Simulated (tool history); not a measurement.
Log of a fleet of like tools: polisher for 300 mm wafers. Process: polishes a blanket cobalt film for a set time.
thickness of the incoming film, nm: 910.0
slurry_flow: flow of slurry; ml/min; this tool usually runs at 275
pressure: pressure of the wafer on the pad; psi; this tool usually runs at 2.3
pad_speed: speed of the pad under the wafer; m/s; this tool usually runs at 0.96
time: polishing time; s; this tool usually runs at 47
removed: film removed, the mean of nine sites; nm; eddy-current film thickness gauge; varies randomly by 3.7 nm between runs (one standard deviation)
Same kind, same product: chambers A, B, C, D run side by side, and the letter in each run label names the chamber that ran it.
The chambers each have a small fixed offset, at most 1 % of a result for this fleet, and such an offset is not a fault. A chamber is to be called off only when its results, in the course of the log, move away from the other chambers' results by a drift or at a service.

run 1B hour=6.6 | slurry_flow=275 pressure=2.3 pad_speed=0.96 time=47 | removed=312.7
run 2C hour=12.1 | slurry_flow=275 pressure=2.3 pad_speed=0.96 time=47 | removed=312.18
run 3A hour=17.3 | slurry_flow=275 pressure=2.3 pad_speed=0.96 time=47 | removed=314.31
run 4D hour=21.7 | slurry_flow=275 pressure=2.3 pad_speed=0.96 time=47 | removed=311.53
run 5D hour=26.9 | slurry_flow=275 pressure=2.3 pad_speed=0.96 time=47 | removed=307.62
run 6C hour=31.4 | slurry_flow=275 pressure=2.3 pad_speed=0.96 time=47 | removed=310.53
run 7B hour=37.1 | slurry_flow=275 pressure=2.3 pad_speed=1.08 time=47 | removed=349.49
run 8A hour=43.5 | slurry_flow=275 pressure=2.3 pad_speed=1.08 time=47 | removed=358.47
run 9B hour=47.4 | slurry_flow=275 pressure=2.3 pad_speed=1.08 time=47 | removed=347.72
-- hour=48 chamber A: worn pad replaced by a new one
run 10C hour=51.1 | slurry_flow=275 pressure=2.3 pad_speed=1.08 time=47 | removed=356.67
run 11D hour=55.8 | slurry_flow=275 pressure=2.3 pad_speed=0.96 time=47 | removed=317.24
run 12A hour=61.8 | slurry_flow=275 pressure=2.3 pad_speed=0.96 time=47 | removed=313.03
-- hour=63.8 chamber D: worn pad replaced by a new one
run 13D hour=67.3 | slurry_flow=275 pressure=2.3 pad_speed=0.96 time=47 | removed=309.71
run 14A hour=72.7 | slurry_flow=275 pressure=2.3 pad_speed=0.96 time=47 | removed=313.09
run 15C hour=76.6 | slurry_flow=275 pressure=2.3 pad_speed=0.96 time=47 | removed=301.65
run 16B hour=81.4 | slurry_flow=275 pressure=2.3 pad_speed=0.96 time=47 | removed=307.13
run 17D hour=84.4 | slurry_flow=275 pressure=2.3 pad_speed=0.96 time=47 | removed=306.31
run 18B hour=88.4 | slurry_flow=275 pressure=2.3 pad_speed=0.96 time=47 | removed=305.83
run 19A hour=92.4 | slurry_flow=275 pressure=2.3 pad_speed=0.96 time=47 | removed=315.46
-- hour=95 chamber B: worn pad replaced by a new one
run 20C hour=95.8 | slurry_flow=275 pressure=2.3 pad_speed=0.96 time=47 | removed=303.5
run 21C hour=100.4 | slurry_flow=275 pressure=2.3 pad_speed=0.96 time=47 | removed=296.96
run 22A hour=106.5 | slurry_flow=275 pressure=2.3 pad_speed=0.96 time=47 | removed=312.16
-- hour=108.2 chamber A: worn pad replaced by a new one
run 23B hour=112.7 | slurry_flow=275 pressure=2.3 pad_speed=0.96 time=47 | removed=312.84
-- hour=117.4 chamber A: head pressure recalibrated
run 24D hour=118 | slurry_flow=275 pressure=2.3 pad_speed=0.82 time=47 | removed=266.11
run 25D hour=121.5 | slurry_flow=275 pressure=2.3 pad_speed=0.82 time=47 | removed=266.86
run 26B hour=124.9 | slurry_flow=275 pressure=2.3 pad_speed=0.82 time=47 | removed=268.23
-- hour=129.7 chamber D: worn pad replaced by a new one
run 27C hour=130.6 | slurry_flow=275 pressure=2.3 pad_speed=0.82 time=47 | removed=240.24
run 28A hour=135.4 | slurry_flow=230 pressure=2.3 pad_speed=0.96 time=39 | removed=256.23
run 29D hour=139.7 | slurry_flow=230 pressure=2.3 pad_speed=0.96 time=39 | removed=249.79
run 30B hour=143.8 | slurry_flow=230 pressure=2.3 pad_speed=0.96 time=39 | removed=248.91
run 31A hour=149.9 | slurry_flow=230 pressure=2.3 pad_speed=0.96 time=39 | removed=257.42

Is one chamber off against the others, does the gauge drift, or is nothing wrong? If a chamber is off, say which, and what the likeliest cause is.

One chamber, C, drifts off from the rest bit by bit.
Likeliest cause: removal rate lost through wear of the pad, % = 12.4.
The log may not separate it from: head's pressure below its setpoint, %.

Here are 4 candidates for chamber C's next run, each the usual settings with a change, their results left as question marks. Which one brings its results back in line with what the others give on the usual settings?
A result is in line if it is within this distance of the other chambers' mean on the usual settings: removed 13 nm
run 32C-1 hour=154.8 | slurry_flow=275 pressure=2.5 pad_speed=1.04 time=51 | removed=?
run 32C-2 hour=154.8 | slurry_flow=275 pressure=2.3 pad_speed=1.02 time=50 | removed=?
run 32C-3 hour=154.8 | slurry_flow=270 pressure=1.8 pad_speed=0.96 time=47 | removed=?
run 32C-4 hour=154.8 | slurry_flow=275 pressure=2.2 pad_speed=0.92 time=45 | removed=?

Usual-settings mean across the other chambers: removed 312.02 nm
run=32C-1 removed=353.07
run=32C-2 removed=312.03
run=32C-3 removed=214.94
run=32C-4 removed=241.82
32C-2 brings the chamber back in line.
